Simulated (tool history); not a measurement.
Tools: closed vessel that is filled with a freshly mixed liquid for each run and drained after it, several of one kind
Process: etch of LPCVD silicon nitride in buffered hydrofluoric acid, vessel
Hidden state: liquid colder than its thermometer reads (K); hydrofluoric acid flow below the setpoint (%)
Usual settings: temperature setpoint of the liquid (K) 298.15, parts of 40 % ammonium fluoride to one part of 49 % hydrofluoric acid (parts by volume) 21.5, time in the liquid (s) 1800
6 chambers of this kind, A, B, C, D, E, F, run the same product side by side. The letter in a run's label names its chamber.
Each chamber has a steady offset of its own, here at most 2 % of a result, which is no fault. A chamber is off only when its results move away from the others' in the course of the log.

run	day	temperature setpoint of the liquid (K)	parts of 40 % ammonium fluoride to one part of 49 % hydrofluoric acid (parts by volume)	time in the liquid (s)	hours since the thermometer was replaced	hours since the hydrofluoric acid flow meter was replaced	read-back film thickness of the LPCVD silicon nitride reference wafer, read on the same gauge (nm)	thickness taken off the LPCVD silicon nitride on a monitor wafer (nm)
1F	0.162	298.15	21.5	1800	667.4	930.8	59.985	13.596
2C	0.346	298.15	21.5	1800	217.3	492.5	60.026	13.425
3E	0.454	298.15	21.5	1800	224.4	444.9	59.983	13.751
4A	0.667	298.15	21.5	1800	1266.2	1835.2	59.96	13.848
5D	0.842	298.15	21.5	1800	1379.2	97.6	60.003	13.915
6B	1.058	298.15	21.5	1800	1144.7	673.9	59.962	13.554
7D	1.25	298.15	21.5	1800	1389	107.4	59.993	13.816
8A	1.483	298.15	21.5	1800	1285.8	1854.8	60.008	13.779
9F	1.583	298.15	21.5	1800	701.5	964.9	60.034	13.645
10E	1.796	298.15	21.5	1800	256.6	477.1	59.977	13.682
11B	2.017	298.15	21.5	1800	1167.7	696.9	59.989	13.622
12C	2.154	298.15	21.5	1800	260.7	535.9	60.002	13.435
13E	2.388	298.15	21.5	1800	270.8	491.3	60.004	13.699
14D	2.504	298.15	21.5	1800	1419.1	137.5	59.991	13.836
15F	2.612	298.15	21.5	1800	726.2	989.6	60.005	13.743
16A	2.729	298.15	21.5	1800	1315.7	1884.7	59.985	13.83
17C	2.829	298.15	21.5	1800	276.9	552.1	59.982	13.5
18B	2.95	298.15	21.5	1800	1190.1	719.3	59.977	13.393
19F	3.138	298.15	21.5	1800	738.8	1002.2	59.984	13.863
20A	3.296	298.15	21.5	1800	1329.3	1898.3	59.963	13.714
21B	3.483	298.15	21.5	1800	1202.9	732.1	59.986	13.312
22D	3.633	298.15	21.5	1800	1446.2	164.6	60.006	13.809
23C	3.808	298.15	21.5	1800	300.4	575.6	60.031	13.452
24E	3.942	298.15	21.5	1800	308.1	528.6	60.017	13.727
25C	4.175	298.15	21.5	1800	309.2	584.4	60.034	13.411
26B	4.296	299.65	21.5	1800	1222.4	751.6	60.016	14.227
# day 4.329: chamber E: hydrofluoric acid flow meter replaced
27E	4.462	299.65	21.5	1800	320.6	3.2	60.005	14.972
28A	4.567	299.65	21.5	1800	1359.8	1928.8	60.028	14.693
29F	4.675	299.65	21.5	1800	775.7	1039.1	60.009	14.953
30D	4.875	299.65	21.5	1800	1476	194.4	59.996	14.988
31A	4.996	299.65	21.5	1800	1370.1	1939.1	60.006	14.824
32C	5.179	298.15	21.5	1800	333.3	608.5	59.98	13.465
33F	5.308	298.15	21.5	1800	790.9	1054.3	59.99	13.837
34B	5.462	298.15	21.5	1800	1250.4	779.6	60.003	12.957
35D	5.683	298.15	21.5	1800	1495.4	213.8	60.009	13.867
36E	5.788	298.15	21.5	1800	352.4	35	60.034	13.634
37A	5.988	298.15	21.5	1800	1393.9	1962.9	60.029	13.717
38F	6.188	298.15	21.5	1800	812	1075.4	60.005	13.631
39B	6.296	298.15	21.5	1800	1270.4	799.6	59.991	12.865
40E	6.421	293.65	21.5	1800	367.6	50.2	60.012	10.713
41D	6.558	293.65	21.5	1800	1516.4	234.8	60.016	10.813
42C	6.767	293.65	21.5	1800	371.4	646.6	59.96	10.591
43C	6.921	293.65	21.5	1800	375.1	650.3	59.984	10.654

All 6 chambers run these settings next. Forecast each chamber's results:
44A	7.092	298.15	21.5	1800				?
44B	7.092	298.15	21.5	1800				?
44C	7.092	298.15	21.5	1800				?
44D	7.092	298.15	21.5	1800				?
44E	7.092	298.15	21.5	1800				?
44F	7.092	298.15	21.5	1800				?

run	thickness taken off the LPCVD silicon nitride on a monitor wafer (nm)
44A	13.61
44B	12.76
44C	13.47
44D	13.856
44E	13.712
44F	13.777

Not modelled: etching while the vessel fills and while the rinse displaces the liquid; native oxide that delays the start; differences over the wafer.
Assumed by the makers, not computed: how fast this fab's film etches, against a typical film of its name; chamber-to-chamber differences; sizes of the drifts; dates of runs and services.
